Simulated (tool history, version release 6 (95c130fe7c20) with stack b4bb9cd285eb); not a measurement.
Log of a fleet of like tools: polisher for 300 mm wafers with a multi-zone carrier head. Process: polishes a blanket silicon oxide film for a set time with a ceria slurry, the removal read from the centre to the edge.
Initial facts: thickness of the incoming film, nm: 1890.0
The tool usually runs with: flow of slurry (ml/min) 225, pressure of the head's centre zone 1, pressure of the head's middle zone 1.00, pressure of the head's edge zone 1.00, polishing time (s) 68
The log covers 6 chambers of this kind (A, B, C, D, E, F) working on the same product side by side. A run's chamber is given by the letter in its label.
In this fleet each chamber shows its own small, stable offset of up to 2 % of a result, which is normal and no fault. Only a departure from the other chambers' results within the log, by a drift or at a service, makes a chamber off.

| run | hour | flow of slurry (ml/min) | pressure of the head's centre zone | pressure of the head's middle zone | pressure of the head's edge zone | polishing time (s) | film removed at the wafer's centre (nm) | film removed at mid-radius (nm) | film removed at the wafer's edge (nm) |
|---|---|---|---|---|---|---|---|---|---|
| 1A | 10.5 | 225 | 1 | 1.00 | 1.00 | 68 | 389.76 | 391.90 | 394.31 |
|  | 15.7 | chamber E: slurry nozzle cleaned |
| 2C | 18.9 | 225 | 1 | 1.00 | 1.00 | 68 | 397.23 | 399.38 | 402.99 |
|  | 19.9 | chamber A: worn pad replaced by a new one |
|  | 21.0 | chamber C: slurry nozzle cleaned |
| 3B | 27.3 | 225 | 1 | 1.00 | 1.00 | 68 | 397.73 | 405.71 | 396.31 |
| 4E | 33.7 | 225 | 1 | 1.00 | 1.00 | 68 | 391.68 | 400.57 | 392.37 |
|  | 35.2 | chamber E: worn pad replaced by a new one |
| 5F | 39.6 | 160 | 1 | 1.00 | 1.00 | 68 | 374.59 | 374.80 | 375.20 |
| 6D | 50.0 | 160 | 1 | 1.00 | 1.00 | 68 | 373.49 | 372.70 | 375.03 |
| 7F | 60.7 | 160 | 1 | 1.00 | 1.00 | 68 | 372.93 | 371.28 | 379.45 |
| 8C | 68.4 | 160 | 1 | 1.00 | 1.00 | 68 | 381.30 | 366.70 | 390.19 |
|  | 69.2 | chamber F: worn pad replaced by a new one |
|  | 73.8 | chamber B: slurry nozzle cleaned |
|  | 77.4 | chamber B: worn pad replaced by a new one |
|  | 77.8 | chamber F: slurry nozzle cleaned |
| 9A | 78.2 | 160 | 1 | 1.00 | 1.00 | 68 | 370.59 | 374.48 | 380.54 |
| 10D | 84.0 | 160 | 1 | 1.00 | 1.00 | 68 | 375.06 | 367.49 | 381.48 |
| 11E | 93.7 | 225 | 1 | 1.00 | 1.04 | 68 | 394.36 | 398.66 | 400.96 |
|  | 93.9 | chamber B: edge zone pressure recalibrated |
| 12B | 101.3 | 225 | 1 | 1.00 | 1.04 | 68 | 398.25 | 398.13 | 407.52 |
| 13E | 108.0 | 225 | 1 | 1.00 | 1.04 | 68 | 394.81 | 398.52 | 409.05 |
| 14A | 118.7 | 225 | 1 | 1.00 | 1.04 | 68 | 388.06 | 389.20 | 415.95 |
|  | 123.0 | chamber A: worn pad replaced by a new one |
| 15D | 124.8 | 225 | 1 | 1.00 | 1.04 | 68 | 396.70 | 395.12 | 408.11 |
| 16B | 133.0 | 225 | 1 | 1.00 | 1.04 | 68 | 394.99 | 396.93 | 397.53 |
|  | 133.3 | chamber F: edge zone pressure recalibrated |
| 17C | 138.1 | 225 | 1 | 1.00 | 1.00 | 68 | 406.75 | 392.28 | 396.31 |
| 18F | 146.5 | 225 | 1 | 1.00 | 1.00 | 68 | 393.10 | 398.61 | 399.85 |
| 19B | 156.2 | 225 | 1 | 1.04 | 1.00 | 68 | 391.95 | 404.52 | 399.37 |
|  | 157.1 | chamber A: slurry nozzle cleaned |
|  | 157.9 | chamber D: edge zone pressure recalibrated |
| 20D | 162.5 | 225 | 1 | 1.04 | 1.00 | 68 | 396.63 | 413.52 | 391.98 |
| 21C | 170.8 | 225 | 1 | 1.04 | 1.00 | 68 | 411.04 | 408.41 | 396.42 |
| 22A | 181.4 | 225 | 1 | 1.04 | 1.00 | 68 | 386.53 | 409.81 | 393.65 |
|  | 182.9 | chamber D: centre zone pressure recalibrated |
| 23E | 189.9 | 225 | 1 | 1.04 | 1.00 | 68 | 395.04 | 406.83 | 399.66 |
| 24F | 199.6 | 225 | 1 | 1.04 | 1.00 | 68 | 399.18 | 406.57 | 400.93 |
|  | 201.9 | chamber D: slurry nozzle cleaned |
|  | 203.7 | chamber C: worn pad replaced by a new one |
| 25E | 207.4 | 300 | 1 | 1.00 | 1.05 | 68 | 406.49 | 406.77 | 414.08 |
| 26C | 212.6 | 300 | 1 | 1.00 | 1.05 | 68 | 432.49 | 412.72 | 417.12 |
|  | 213.3 | chamber B: worn pad replaced by a new one |
|  | 213.9 | chamber D: worn pad replaced by a new one |
| 27B | 222.3 | 300 | 1 | 1.00 | 1.05 | 68 | 407.21 | 408.17 | 418.80 |
| 28F | 227.5 | 300 | 1 | 1.00 | 1.05 | 68 | 408.17 | 423.11 | 409.01 |
| 29D | 235.3 | 300 | 1 | 1.00 | 1.05 | 68 | 407.99 | 402.75 | 418.49 |
|  | 235.5 | chamber A: worn pad replaced by a new one |
|  | 243.3 | chamber F: worn pad replaced by a new one |
| 30A | 245.8 | 300 | 1 | 1.00 | 1.05 | 68 | 408.33 | 404.28 | 413.26 |
| 31A | 251.2 | 225 | 1 | 1.00 | 1.00 | 68 | 393.72 | 401.85 | 394.82 |
|  | 255.7 | chamber E: worn pad replaced by a new one |
| 32C | 259.4 | 225 | 1 | 1.00 | 1.00 | 68 | 426.17 | 389.44 | 404.30 |
| 33F | 270.3 | 225 | 1 | 1.04 | 1.00 | 89 | 526.08 | 534.66 | 534.66 |
| 34D | 278.7 | 225 | 1 | 1.04 | 1.00 | 89 | 514.55 | 543.36 | 522.51 |
| 35E | 284.6 | 225 | 1 | 1.04 | 1.00 | 89 | 515.00 | 530.30 | 510.05 |
| 36B | 290.8 | 225 | 1 | 1.04 | 1.00 | 89 | 525.87 | 530.01 | 505.35 |

What goes on in this fleet: one chamber off, a drifting gauge, or nothing beyond the chambers' own small offsets? Name the chamber and the cause, if any.

Little by little, chamber C moves away from the other chambers.
What lies behind it: centre zone's pressure above its setpoint, % = 7.68.

Here are 4 candidates for chamber C's next run, each the usual settings with a change, their results left as question marks. Which one brings its results back in line with what the others give on the usual settings?
In line means no further than this from the other chambers' mean on the usual settings: film removed at the wafer's centre (nm) 12.00; film removed at mid-radius (nm) 20.00; film removed at the wafer's edge (nm) 19.00
| 37C-1 | 299.1 | 225 | 1.02 | 0.99 | 0.99 | 68 | ? | ? | ? |
| 37C-2 | 299.1 | 230 | 1.07 | 0.97 | 0.98 | 69 | ? | ? | ? |
| 37C-3 | 299.1 | 220 | 0.93 | 1.03 | 1.02 | 67 | ? | ? | ? |
| 37C-4 | 299.1 | 225 | 0.98 | 1.01 | 1.01 | 68 | ? | ? | ? |

What the other chambers average on the usual settings: film removed at the wafer's centre (nm) 394.71; film removed at mid-radius (nm) 395.92; film removed at the wafer's edge (nm) 396.45
| run | film removed at the wafer's centre (nm) | film removed at mid-radius (nm) | film removed at the wafer's edge (nm) |
|---|---|---|---|
| 37C-1 | 439.12 | 387.84 | 396.10 |
| 37C-2 | 470.38 | 387.27 | 400.78 |
| 37C-3 | 390.56 | 395.23 | 395.28 |
| 37C-4 | 420.70 | 395.05 | 400.11 |
The right change is 37C-3: it brings the chamber back within the allowed miss of the others.
